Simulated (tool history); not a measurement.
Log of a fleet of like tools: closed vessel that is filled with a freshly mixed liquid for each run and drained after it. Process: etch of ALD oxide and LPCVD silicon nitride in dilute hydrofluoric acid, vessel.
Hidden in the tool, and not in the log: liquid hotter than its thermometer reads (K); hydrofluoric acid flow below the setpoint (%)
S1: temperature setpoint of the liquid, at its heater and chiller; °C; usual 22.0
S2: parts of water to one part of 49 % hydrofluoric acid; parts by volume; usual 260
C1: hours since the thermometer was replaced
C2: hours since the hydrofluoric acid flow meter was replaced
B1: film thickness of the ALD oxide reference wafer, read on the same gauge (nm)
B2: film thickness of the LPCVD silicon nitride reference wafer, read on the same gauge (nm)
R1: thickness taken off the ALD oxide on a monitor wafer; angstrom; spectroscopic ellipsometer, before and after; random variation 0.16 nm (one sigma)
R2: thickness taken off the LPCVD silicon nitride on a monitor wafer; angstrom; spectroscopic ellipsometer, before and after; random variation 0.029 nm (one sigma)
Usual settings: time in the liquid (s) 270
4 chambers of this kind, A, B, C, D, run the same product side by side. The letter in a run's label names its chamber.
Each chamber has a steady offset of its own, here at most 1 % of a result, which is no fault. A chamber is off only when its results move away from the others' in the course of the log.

run 1C day=0.271 | S1=22.0 S2=260 time_in_the_liquid_(s)=270 | C1=698.4 C2=646.9 | B1=70.012 B2=60.004 | R1=174.61 R2=4.9801
run 2B day=0.517 | S1=22.0 S2=260 time_in_the_liquid_(s)=270 | C1=542.9 C2=1363.2 | B1=69.988 B2=59.976 | R1=172.13 R2=5.2523
run 3A day=0.875 | S1=22.0 S2=260 time_in_the_liquid_(s)=270 | C1=1889.4 C2=642.6 | B1=70.019 B2=59.987 | R1=171.01 R2=5.6960
run 4D day=1.175 | S1=22.0 S2=260 time_in_the_liquid_(s)=270 | C1=1496.5 C2=482.9 | B1=70.009 B2=59.998 | R1=175.15 R2=4.8819
run 5C day=1.392 | S1=22.0 S2=260 time_in_the_liquid_(s)=270 | C1=725.3 C2=673.8 | B1=70.001 B2=59.992 | R1=173.76 R2=5.0426
run 6B day=1.683 | S1=22.0 S2=260 time_in_the_liquid_(s)=270 | C1=570.9 C2=1391.2 | B1=70.010 B2=59.976 | R1=173.43 R2=5.1252
run 7D day=1.992 | S1=22.0 S2=260 time_in_the_liquid_(s)=270 | C1=1516.1 C2=502.5 | B1=69.998 B2=59.997 | R1=170.30 R2=5.1383
run 8A day=2.300 | S1=22.0 S2=260 time_in_the_liquid_(s)=270 | C1=1923.6 C2=676.8 | B1=69.989 B2=59.983 | R1=173.14 R2=4.7705
run 9D day=2.608 | S1=22.0 S2=260 time_in_the_liquid_(s)=270 | C1=1530.9 C2=517.3 | B1=69.983 B2=59.970 | R1=167.25 R2=4.8690
run 10A day=2.846 | S1=22.0 S2=260 time_in_the_liquid_(s)=270 | C1=1936.7 C2=689.9 | B1=69.991 B2=60.053 | R1=174.25 R2=5.2349
run 11B day=3.046 | S1=22.0 S2=260 time_in_the_liquid_(s)=270 | C1=603.6 C2=1423.9 | B1=70.025 B2=60.020 | R1=175.12 R2=5.0172
run 12C day=3.229 | S1=22.0 S2=260 time_in_the_liquid_(s)=270 | C1=769.4 C2=717.9 | B1=69.974 B2=59.993 | R1=172.82 R2=4.8831
run 13C day=3.567 | S1=22.0 S2=260 time_in_the_liquid_(s)=270 | C1=777.5 C2=726.0 | B1=70.016 B2=60.035 | R1=172.03 R2=4.9902
run 14B day=3.746 | S1=22.0 S2=260 time_in_the_liquid_(s)=270 | C1=620.4 C2=1440.7 | B1=69.994 B2=60.009 | R1=173.23 R2=5.2225
run 15D day=3.938 | S1=22.0 S2=185 time_in_the_liquid_(s)=270 | C1=1562.8 C2=549.2 | B1=69.971 B2=59.983 | R1=253.87 R2=7.1752
run 16A day=4.204 | S1=22.0 S2=185 time_in_the_liquid_(s)=270 | C1=1969.3 C2=722.5 | B1=70.008 B2=59.991 | R1=259.54 R2=7.1129
run 17B day=4.450 | S1=22.0 S2=185 time_in_the_liquid_(s)=270 | C1=637.3 C2=1457.6 | B1=69.994 B2=59.992 | R1=262.34 R2=7.1726
run 18C day=4.796 | S1=22.0 S2=185 time_in_the_liquid_(s)=270 | C1=807.0 C2=755.5 | B1=69.985 B2=60.014 | R1=267.37 R2=7.3424
run 19A day=5.104 | S1=26.5 S2=155 time_in_the_liquid_(s)=270 | C1=1990.9 C2=744.1 | B1=70.013 B2=60.018 | R1=389.76 R2=10.0020
run 20D day=5.358 | S1=26.5 S2=155 time_in_the_liquid_(s)=270 | C1=1596.9 C2=583.3 | B1=70.005 B2=60.021 | R1=360.19 R2=10.5940
run 21C day=5.617 | S1=26.5 S2=155 time_in_the_liquid_(s)=270 | C1=826.7 C2=775.2 | B1=70.022 B2=59.995 | R1=389.05 R2=11.7880
run 22A day=5.912 | S1=26.5 S2=155 time_in_the_liquid_(s)=270 | C1=2010.3 C2=763.5 | B1=69.993 B2=60.018 | R1=382.65 R2=11.1080
run 23B day=6.233 | S1=22.0 S2=260 time_in_the_liquid_(s)=270 | C1=680.1 C2=1500.4 | B1=70.021 B2=60.013 | R1=172.66 R2=4.7793
run 24D day=6.500 | S1=22.0 S2=260 time_in_the_liquid_(s)=270 | C1=1624.3 C2=610.7 | B1=69.989 B2=59.990 | R1=160.54 R2=4.5361
run 25B day=6.758 | S1=22.0 S2=260 time_in_the_liquid_(s)=270 | C1=692.7 C2=1513.0 | B1=70.023 B2=59.994 | R1=174.80 R2=4.8998

All 4 chambers run these settings next. Forecast each chamber's results:
run 26A day=7.021 | S1=22.0 S2=260 time_in_the_liquid_(s)=270 | R1=? R2=?
run 26B day=7.021 | S1=22.0 S2=260 time_in_the_liquid_(s)=270 | R1=? R2=?
run 26C day=7.021 | S1=22.0 S2=260 time_in_the_liquid_(s)=270 | R1=? R2=?
run 26D day=7.021 | S1=22.0 S2=260 time_in_the_liquid_(s)=270 | R1=? R2=?

run=26A R1=173.04 R2=5.2201
run=26B R1=173.17 R2=4.8288
run=26C R1=176.99 R2=4.7963
run=26D R1=159.69 R2=4.7099
